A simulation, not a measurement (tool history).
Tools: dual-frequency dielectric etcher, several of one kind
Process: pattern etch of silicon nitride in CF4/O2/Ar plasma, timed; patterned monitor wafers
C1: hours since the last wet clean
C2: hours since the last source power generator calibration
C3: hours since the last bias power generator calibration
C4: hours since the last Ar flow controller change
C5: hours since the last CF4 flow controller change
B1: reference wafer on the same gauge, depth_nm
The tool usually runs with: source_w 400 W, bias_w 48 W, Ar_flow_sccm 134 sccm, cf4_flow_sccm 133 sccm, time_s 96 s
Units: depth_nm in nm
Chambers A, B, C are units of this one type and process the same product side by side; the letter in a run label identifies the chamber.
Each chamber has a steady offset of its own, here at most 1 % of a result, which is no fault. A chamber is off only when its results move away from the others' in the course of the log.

Run 1C, day 0.229: usual settings; C1 266.2; C2 1707.4; C3 24; C4 2202.9; C5 6199.3; B1 156.94. Result: depth_nm 148.14 nm.
At day 0.412: chamber C: CF4 flow controller replaced.
Run 2B, day 0.617: usual settings; C1 223.2; C2 3545; C3 1212; C4 4824.1; C5 1765.1; B1 157. Result: depth_nm 147.64 nm.
Run 3A, day 0.892: usual settings; C1 225.9; C2 2443.8; C3 3433.8; C4 3327.9; C5 1433.3; B1 156.93. Result: depth_nm 147.18 nm.
Run 4B, day 1.1: usual settings; C1 234.8; C2 3556.6; C3 1223.6; C4 4835.7; C5 1776.7; B1 157.13. Result: depth_nm 147.51 nm.
Run 5C, day 1.521: usual settings; C1 297.2; C2 1738.4; C3 55; C4 2233.9; C5 26.6; B1 157.06. Result: depth_nm 148.29 nm.
Run 6A, day 1.908: usual settings; C1 250.3; C2 2468.2; C3 3458.2; C4 3352.3; C5 1457.7; B1 157.02. Result: depth_nm 147.68 nm.
Run 7C, day 2.167: usual settings; C1 312.7; C2 1753.9; C3 70.5; C4 2249.4; C5 42.1; B1 156.96. Result: depth_nm 149.4 nm.
Run 8B, day 2.517: usual settings; C1 268.8; C2 3590.6; C3 1257.6; C4 4869.7; C5 1810.7; B1 157.08. Result: depth_nm 146.52 nm.
Run 9A, day 2.771: usual settings; C1 271; C2 2488.9; C3 3478.9; C4 3373; C5 1478.4; B1 156.99. Result: depth_nm 147.43 nm.
Run 10A, day 3.092: usual settings; C1 278.7; C2 2496.6; C3 3486.6; C4 3380.7; C5 1486.1; B1 157.08. Result: depth_nm 148.43 nm.
Run 11B, day 3.5: usual settings; C1 292.4; C2 3614.2; C3 1281.2; C4 4893.3; C5 1834.3; B1 156.98. Result: depth_nm 147.11 nm.
Run 12C, day 3.925: usual settings; C1 354.9; C2 1796.1; C3 112.7; C4 2291.6; C5 84.3; B1 157.14. Result: depth_nm 148.96 nm.
Run 13A, day 4.317: usual settings but source_w 330 W; C1 308.1; C2 2526; C3 3516; C4 3410.1; C5 1515.5; B1 157.03. Result: depth_nm 125.94 nm.
Run 14B, day 4.604: usual settings but source_w 330 W; C1 318.9; C2 3640.7; C3 1307.7; C4 4919.8; C5 1860.8; B1 157. Result: depth_nm 124.32 nm.
Run 15C, day 5.008: usual settings but source_w 330 W; C1 380.9; C2 1822.1; C3 138.7; C4 2317.6; C5 110.3; B1 157.01. Result: depth_nm 125.46 nm.
Run 16B, day 5.292: usual settings; C1 335.4; C2 3657.2; C3 1324.2; C4 4936.3; C5 1877.3; B1 157.1. Result: depth_nm 146.25 nm.
Run 17C, day 5.5: usual settings; C1 392.7; C2 1833.9; C3 150.5; C4 2329.4; C5 122.1; B1 157.2. Result: depth_nm 147.98 nm.
Run 18A, day 5.838: usual settings; C1 344.6; C2 2562.5; C3 3552.5; C4 3446.6; C5 1552; B1 157. Result: depth_nm 148.66 nm.
Run 19B, day 6.212: usual settings but Ar_flow_sccm 152 sccm; C1 357.5; C2 3679.3; C3 1346.3; C4 4958.4; C5 1899.4; B1 156.96. Result: depth_nm 144.34 nm.
Run 20A, day 6.408: usual settings but Ar_flow_sccm 152 sccm; C1 358.3; C2 2576.2; C3 3566.2; C4 3460.3; C5 1565.7; B1 157.02. Result: depth_nm 147.33 nm.
Run 21C, day 6.721: usual settings but Ar_flow_sccm 152 sccm; C1 422; C2 1863.2; C3 179.8; C4 2358.7; C5 151.4; B1 157.04. Result: depth_nm 145.89 nm.
Run 22C, day 7.092: usual settings; C1 430.9; C2 1872.1; C3 188.7; C4 2367.6; C5 160.3; B1 157. Result: depth_nm 147.75 nm.
Run 23B, day 7.392: usual settings; C1 385.8; C2 3707.6; C3 1374.6; C4 4986.7; C5 1927.7; B1 156.98. Result: depth_nm 147.76 nm.
Run 24A, day 7.667: usual settings; C1 388.5; C2 2606.4; C3 3596.4; C4 3490.5; C5 1595.9; B1 156.93. Result: depth_nm 149.58 nm.
Run 25A, day 8.096: usual settings; C1 398.8; C2 2616.7; C3 3606.7; C4 3500.8; C5 1606.2; B1 156.93. Result: depth_nm 150.07 nm.
Run 26C, day 8.317: usual settings; C1 460.3; C2 1901.5; C3 218.1; C4 2397; C5 189.7; B1 157.09. Result: depth_nm 148.76 nm.
At day 8.338: chamber B: wet clean of the chamber.
Run 27B, day 8.512: usual settings; C1 4.3; C2 3734.5; C3 1401.5; C4 5013.6; C5 1954.6; B1 157.02. Result: depth_nm 147.82 nm.
Run 28B, day 8.846: usual settings; C1 12.3; C2 3742.5; C3 1409.5; C4 5021.6; C5 1962.6; B1 157. Result: depth_nm 146.88 nm.
Run 29C, day 9.067: usual settings; C1 478.3; C2 1919.5; C3 236.1; C4 2415; C5 207.7; B1 157.06. Result: depth_nm 148.81 nm.
At day 9.242: chamber C: wet clean of the chamber.
Run 30A, day 9.5: usual settings; C1 432.5; C2 2650.4; C3 3640.4; C4 3534.5; C5 1639.9; B1 156.96. Result: depth_nm 149.88 nm.
Run 31C, day 9.779: usual settings; C1 13; C2 1936.6; C3 253.2; C4 2432.1; C5 224.8; B1 157.07. Result: depth_nm 147.08 nm.
Run 32B, day 10.179: usual settings; C1 44.3; C2 3774.5; C3 1441.5; C4 5053.6; C5 1994.6; B1 157.01. Result: depth_nm 147.7 nm.
Run 33A, day 10.554: usual settings but time_s 114 s; C1 457.8; C2 2675.7; C3 3665.7; C4 3559.8; C5 1665.2; B1 157.05. Result: depth_nm 179.07 nm.
Run 34A, day 10.821: usual settings but time_s 114 s; C1 464.2; C2 2682.1; C3 3672.1; C4 3566.2; C5 1671.6; B1 156.94. Result: depth_nm 179.29 nm.
Run 35B, day 11.083: usual settings but time_s 114 s; C1 66; C2 3796.2; C3 1463.2; C4 5075.3; C5 2016.3; B1 157. Result: depth_nm 174.7 nm.
Run 36C, day 11.438: usual settings; C1 52.8; C2 1976.4; C3 293; C4 2471.9; C5 264.6; B1 157.05. Result: depth_nm 147.82 nm.
Run 37A, day 11.821: usual settings; C1 488.2; C2 2706.1; C3 3696.1; C4 3590.2; C5 1695.6; B1 157.07. Result: depth_nm 150.7 nm.
Run 38B, day 12.062: usual settings but source_w 460 W, cf4_flow_sccm 123 sccm; C1 89.5; C2 3819.7; C3 1486.7; C4 5098.8; C5 2039.8; B1 157.13. Result: depth_nm 164.21 nm.
Run 39C, day 12.354: usual settings but source_w 460 W, cf4_flow_sccm 123 sccm; C1 74.8; C2 1998.4; C3 315; C4 2493.9; C5 286.6; B1 157.07. Result: depth_nm 166.41 nm.
Run 40A, day 12.638: usual settings but source_w 460 W, cf4_flow_sccm 123 sccm; C1 507.8; C2 2725.7; C3 3715.7; C4 3609.8; C5 1715.2; B1 156.94. Result: depth_nm 169.46 nm.
Run 41C, day 12.912: usual settings; C1 88.2; C2 2011.8; C3 328.4; C4 2507.3; C5 300; B1 157.1. Result: depth_nm 148.68 nm.
Run 42B, day 13.121: usual settings; C1 114.9; C2 3845.1; C3 1512.1; C4 5124.2; C5 2065.2; B1 156.84. Result: depth_nm 147.4 nm.

One chamber off, gauge drift, or nothing amiss beyond the chambers' own small offsets? If it is a chamber, which one, and what is the likeliest cause?

Little by little, chamber A moves away from the other chambers.
Most likely cause: etch rate over this chamber's usual, % = 2.77.
From this log alone, it may not be told apart from: source power that arrives over what is set, %.

Below are 4 candidate recipes for chamber A's next run, each the usual settings with a change, their results shown as question marks. Which of them brings A's results back in line with what the other chambers give on the usual settings?
In line here means within this much of the mean the other chambers give on the usual settings: depth_nm 1.5 nm
Run 43A-1, day 13.429: usual settings but time_s 95.5 s. Result: depth_nm ?.
Run 43A-2, day 13.429: usual settings but bias_w 49 W. Result: depth_nm ?.
Run 43A-3, day 13.429: usual settings but bias_w 45 W, Ar_flow_sccm 137 sccm. Result: depth_nm ?.
Run 43A-4, day 13.429: usual settings but Ar_flow_sccm 105 sccm. Result: depth_nm ?.

Other chambers, usual settings, mean: depth_nm 147.64 nm
  run  depth_nm
43A-1    150.78
43A-2    152.73
43A-3     147.6
43A-4    155.95
With 43A-3, the chamber falls back in line with the rest.
